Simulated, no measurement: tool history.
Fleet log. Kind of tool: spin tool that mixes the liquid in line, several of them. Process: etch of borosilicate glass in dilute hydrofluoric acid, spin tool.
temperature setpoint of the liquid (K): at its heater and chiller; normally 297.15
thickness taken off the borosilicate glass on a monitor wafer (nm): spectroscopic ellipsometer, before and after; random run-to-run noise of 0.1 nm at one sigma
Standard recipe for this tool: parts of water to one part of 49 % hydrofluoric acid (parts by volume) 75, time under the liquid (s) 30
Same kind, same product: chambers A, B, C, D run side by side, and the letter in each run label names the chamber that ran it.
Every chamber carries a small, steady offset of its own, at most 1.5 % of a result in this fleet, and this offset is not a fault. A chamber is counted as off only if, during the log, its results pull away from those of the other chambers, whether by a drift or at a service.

run     day  temperature setpoint of the liquid (K)  parts of water to one part of 49 % hydrofluoric acid (parts by volume)  time under the liquid (s)  read-back film thickness of the borosilicate glass reference wafer, read on the same gauge (nm)  thickness taken off the borosilicate glass on a monitor wafer (nm)
 1B   0.338                                  297.15                                                                      75                         30                                                                                           69.968                                                              11.561
 2D   0.642                                  297.15                                                                      75                         30                                                                                           69.976                                                              11.511
 3C   1.079                                  297.15                                                                      75                         30                                                                                           70.006                                                              11.654
 4A   1.404                                  297.15                                                                      75                         30                                                                                            69.94                                                              11.409
 5D   1.671                                  297.15                                                                      75                         30                                                                                               70                                                              11.609
 6A   1.958                                  297.15                                                                      75                         30                                                                                           70.036                                                              11.498
 7B   2.304                                  297.15                                                                      75                         30                                                                                           69.967                                                               11.44
      2.446  -- chamber D: hydrofluoric acid flow meter replaced
 8C   2.783                                  297.15                                                                      75                         30                                                                                           69.995                                                              11.263
 9D   3.108                                  297.15                                                                      75                         30                                                                                           70.011                                                              11.533
10A   3.379                                  297.15                                                                      75                         30                                                                                           69.976                                                              11.334
11C   3.854                                  293.15                                                                      75                         40                                                                                           70.056                                                              13.149
12B   4.388                                  293.15                                                                      75                         40                                                                                           69.975                                                              13.463
13D    4.85                                  293.15                                                                      75                         40                                                                                           69.935                                                              13.224
14C   5.267                                  293.15                                                                      75                         40                                                                                           70.048                                                               13.09
15A   5.733                                  297.15                                                                      75                         30                                                                                           70.007                                                              11.369
16B   6.133                                  297.15                                                                      75                         30                                                                                           70.023                                                              11.738
17B   6.612                                  297.15                                                                      75                         30                                                                                           70.035                                                              11.646
18A   7.117                                  297.15                                                                      75                         30                                                                                           69.976                                                              11.396
19D   7.579                                  297.15                                                                      75                         30                                                                                            70.03                                                              11.685
20C   7.854                                  297.15                                                                      75                         30                                                                                           69.971                                                              11.494
21A   8.379                                  297.15                                                                      75                         30                                                                                           69.949                                                              11.408
22B   8.721                                  297.15                                                                      75                         30                                                                                           70.045                                                              11.785
      8.879  -- chamber A: thermometer replaced
23D   8.975                                  297.15                                                                      75                         30                                                                                           70.054                                                              11.649
24C   9.438                                  297.15                                                                      75                         15                                                                                           69.986                                                              5.7523
25D   9.871                                  297.15                                                                      75                         15                                                                                            69.96                                                               5.699
26C  10.254                                  297.15                                                                      75                         15                                                                                           70.029                                                               5.814
27B  10.525                                  297.15                                                                      75                         15                                                                                           69.976                                                               5.985
28A  10.846                                  297.15                                                                      75                         30                                                                                           69.976                                                               11.25
29D  11.175                                  297.15                                                                      75                         30                                                                                               70                                                              11.508
30C  11.612                                  297.15                                                                      75                         15                                                                                           69.974                                                              5.7231
31B  12.075                                  297.15                                                                      75                         15                                                                                           69.999                                                              6.0379
32A  12.475                                  297.15                                                                      75                         15                                                                                           69.992                                                              5.6938
33B  12.788                                  297.15                                                                      75                         15                                                                                           70.085                                                              6.0386
34D  13.204                                  297.15                                                                      75                         30                                                                                           70.009                                                              11.494
35A  13.546                                  297.15                                                                      75                         30                                                                                           69.995                                                               11.43
36C  13.879                                  301.15                                                                      45                         30                                                                                           70.035                                                              23.415
37C  14.133                                  301.15                                                                      45                         30                                                                                           70.023                                                              23.285
38D  14.496                                  301.15                                                                      45                         30                                                                                           70.026                                                              24.059
39A  14.975                                  301.15                                                                      45                         30                                                                                           69.992                                                              22.966
40B  15.412                                  297.15                                                                      75                         30                                                                                               70                                                              12.216

Has any chamber moved away from the others, gradually or after a service, or does the common gauge drift, or do the chambers differ only by their own small steady offsets? State the chamber and the most likely cause if one applies.

Chamber B drifts away from the others.
Most likely cause: hydrofluoric acid flow above the setpoint (%) = 6.84.
It could be hard to tell apart here from: liquid hotter than its thermometer reads (K).

Chamber B could run next with any of the 4 candidate recipes listed below; each alters the usual settings, and their results appear as question marks. Which one brings its results back in line with what the other chambers deliver on the usual settings?
Maximum distance from the other chambers' mean on the usual settings for a result to count as in line: thickness taken off the borosilicate glass on a monitor wafer (nm) 0.35
41B-1  15.804                                  297.65                                                                      75                         30                                                                                                                                                                    ?
41B-2  15.804                                  296.65                                                                      75                         30                                                                                                                                                                    ?
41B-3  15.804                                  297.15                                                                      70                         30                                                                                                                                                                    ?
41B-4  15.804                                  297.15                                                                      80                         30                                                                                                                                                                    ?

What the other chambers average on the usual settings: thickness taken off the borosilicate glass on a monitor wafer (nm) 11.455
  run  thickness taken off the borosilicate glass on a monitor wafer (nm)
41B-1                                                              12.481
41B-2                                                              11.996
41B-3                                                              13.206
41B-4                                                              11.392
It is 41B-4 that realigns the chamber with its peers.
